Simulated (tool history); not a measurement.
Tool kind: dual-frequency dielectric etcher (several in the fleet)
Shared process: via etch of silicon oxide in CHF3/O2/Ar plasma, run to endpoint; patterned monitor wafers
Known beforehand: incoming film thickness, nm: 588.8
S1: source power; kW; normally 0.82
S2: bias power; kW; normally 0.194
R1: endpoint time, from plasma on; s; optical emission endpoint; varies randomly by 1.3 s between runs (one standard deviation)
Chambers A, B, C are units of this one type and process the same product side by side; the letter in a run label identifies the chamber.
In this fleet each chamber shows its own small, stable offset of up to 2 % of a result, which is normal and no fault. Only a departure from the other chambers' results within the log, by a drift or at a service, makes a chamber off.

| run | hour | S1 | S2 | R1 |
|---|---|---|---|---|
| 1C | 4.3 | 0.82 | 0.194 | 260.7 |
| 2A | 10.7 | 0.82 | 0.194 | 255.87 |
| 3B | 14 | 0.82 | 0.194 | 256.77 |
| 4C | 18.7 | 0.82 | 0.194 | 260.32 |
| 5A | 23.1 | 0.82 | 0.194 | 254.57 |
|  | 25.2 | chamber A: wet clean of the chamber |
| 6B | 28.8 | 0.82 | 0.194 | 256.91 |
| 7B | 33.6 | 0.82 | 0.194 | 255.96 |
| 8A | 39.7 | 0.82 | 0.194 | 256.39 |
| 9C | 45.2 | 0.82 | 0.194 | 262.95 |
| 10C | 52.2 | 0.82 | 0.194 | 261.08 |
| 11B | 56.9 | 0.82 | 0.194 | 259.39 |
| 12A | 61.6 | 0.82 | 0.194 | 257.6 |
| 13C | 65.5 | 0.82 | 0.194 | 262.6 |
| 14A | 71.3 | 0.82 | 0.194 | 258.89 |
| 15B | 76.6 | 0.82 | 0.172 | 269.21 |
|  | 80.7 | chamber B: wet clean of the chamber |
| 16A | 82.6 | 0.82 | 0.172 | 266.61 |
| 17B | 88 | 0.82 | 0.172 | 255.95 |
| 18C | 92.3 | 0.82 | 0.194 | 260.37 |
| 19A | 95.5 | 0.82 | 0.194 | 255.74 |
| 20B | 98.8 | 0.94 | 0.194 | 232.82 |
| 21C | 105 | 0.94 | 0.194 | 249.62 |
| 22A | 108.3 | 0.94 | 0.194 | 242.25 |
| 23B | 113 | 0.82 | 0.194 | 245.73 |
| 24C | 116.7 | 0.82 | 0.194 | 260.31 |
| 25C | 121.4 | 0.82 | 0.194 | 263.34 |
| 26B | 125.8 | 0.82 | 0.194 | 245.84 |
| 27A | 132.5 | 0.82 | 0.194 | 255.98 |
| 28B | 139.3 | 0.82 | 0.194 | 246.31 |
| 29A | 143.6 | 0.82 | 0.194 | 257.24 |
| 30C | 147.1 | 0.82 | 0.194 | 261.58 |
| 31C | 151.6 | 0.82 | 0.194 | 260.06 |
| 32B | 154.7 | 0.99 | 0.147 | 250.79 |
| 33A | 160.4 | 0.99 | 0.147 | 260.4 |
| 34B | 164.9 | 0.99 | 0.147 | 251.54 |
| 35A | 168.1 | 0.82 | 0.194 | 256.81 |
| 36C | 175 | 0.82 | 0.194 | 263.02 |
| 37B | 179.3 | 0.82 | 0.194 | 246.93 |
| 38C | 184.4 | 0.82 | 0.194 | 262.01 |
| 39A | 191.4 | 0.82 | 0.194 | 256.99 |
| 40B | 195 | 0.92 | 0.159 | 250.97 |

Next, all 3 chambers run the settings below, one line each with question marks for the results. What does each chamber give?
| 41A | 200.1 | 0.82 | 0.194 | ? |
| 41B | 200.1 | 0.82 | 0.194 | ? |
| 41C | 200.1 | 0.82 | 0.194 | ? |

| run | R1 |
|---|---|
| 41A | 255.69 |
| 41B | 247.69 |
| 41C | 260.94 |
